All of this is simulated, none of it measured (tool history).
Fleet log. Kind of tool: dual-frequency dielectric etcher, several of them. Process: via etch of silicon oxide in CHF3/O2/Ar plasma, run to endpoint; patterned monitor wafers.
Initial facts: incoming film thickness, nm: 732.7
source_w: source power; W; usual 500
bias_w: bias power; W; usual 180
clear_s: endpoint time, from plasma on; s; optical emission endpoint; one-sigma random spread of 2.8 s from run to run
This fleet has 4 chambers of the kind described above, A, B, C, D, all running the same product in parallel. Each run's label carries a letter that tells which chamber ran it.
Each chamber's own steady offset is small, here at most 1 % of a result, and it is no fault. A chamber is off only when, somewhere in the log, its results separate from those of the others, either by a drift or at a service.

run,hour,source_w,bias_w,hours since the last wet clean,hours since the last source power generator calibration,hours since the last bias power generator calibration,clear_s
1B,6.9,500,180,551.6,1512.4,184.7,399.62
2C,13.4,500,180,89.4,3170.8,63.4,398.73
3A,18.9,500,180,411.6,2696.1,786.1,406.04
4D,25.0,500,180,98.2,468.4,4262.0,391.95
# hour 31.2: chamber B: wet clean of the chamber
5A,33.9,500,180,426.6,2711.1,801.1,404.15
6D,42.2,500,162,115.4,485.6,4279.2,407.45
7C,49.8,500,162,125.8,3207.2,99.8,417.03
8B,56.8,500,162,25.6,1562.3,234.6,410.21
9C,63.7,500,162,139.7,3221.1,113.7,405.72
10B,72.0,500,180,40.8,1577.5,249.8,397.57
11D,78.8,500,180,152.0,522.2,4315.8,399.02
12A,83.2,540,150,475.9,2760.4,850.4,410.63
13C,89.4,540,150,165.4,3246.8,139.4,405.20
14B,95.5,540,150,64.3,1601.0,273.3,419.72
15D,103.8,540,150,177.0,547.2,4340.8,410.31
16A,109.2,500,180,501.9,2786.4,876.4,403.90
# hour 117.7: chamber A: wet clean of the chamber
17C,118.6,500,180,194.6,3276.0,168.6,391.47
18D,127.5,500,180,200.7,570.9,4364.5,398.57
19A,131.8,500,180,14.2,2809.0,899.0,394.14
20B,137.3,500,180,106.1,1642.8,315.1,402.89
21D,142.4,500,180,215.6,585.8,4379.4,393.63
22B,149.3,500,180,118.1,1654.8,327.1,403.96
23C,155.0,500,180,231.0,3312.4,205.0,384.65
24A,164.0,500,180,46.4,2841.2,931.2,397.18
25A,172.1,550,145,54.5,2849.3,939.3,412.34
26B,176.6,550,145,145.4,1682.1,354.4,416.32
27C,181.4,550,145,257.4,3338.8,231.4,399.43
28D,186.7,550,145,259.9,630.1,4423.7,411.77
# hour 190.0: chamber B: source power generator calibrated
29D,195.4,500,180,268.6,638.8,4432.4,395.96
30C,201.4,500,180,277.4,3358.8,251.4,385.50
31B,207.9,500,180,176.7,17.9,385.7,406.75
32A,212.1,500,180,94.5,2889.3,979.3,401.55
33B,219.3,500,180,188.1,29.3,397.1,393.21
34A,229.0,500,180,111.4,2906.2,996.2,398.08
35C,233.4,500,180,309.4,3390.8,283.4,378.17

Has any chamber moved away from the others, gradually or after a service, or does the common gauge drift, or do the chambers differ only by their own small steady offsets? State the chamber and the most likely cause if one applies.

Little by little, chamber C moves away from the other chambers.
What lies behind it: etch rate over this chamber's usual, % = 4.59.

Which of the 4 candidates below, each the usual settings with something changed and its results left as question marks, puts chamber C back in line with what the other chambers give on the usual settings?
In line means no further than this from the other chambers' mean on the usual settings: clear_s 9.70 s
36C-1,240.4,560,180,,,,?
36C-2,240.4,580,206,,,,?
36C-3,240.4,460,168,,,,?
36C-4,240.4,430,156,,,,?

Average result of the remaining chambers running the usual settings: clear_s 399.37 s
run,clear_s
36C-1,363.83
36C-2,343.03
36C-3,401.43
36C-4,422.18
It is 36C-3 that realigns the chamber with its peers.

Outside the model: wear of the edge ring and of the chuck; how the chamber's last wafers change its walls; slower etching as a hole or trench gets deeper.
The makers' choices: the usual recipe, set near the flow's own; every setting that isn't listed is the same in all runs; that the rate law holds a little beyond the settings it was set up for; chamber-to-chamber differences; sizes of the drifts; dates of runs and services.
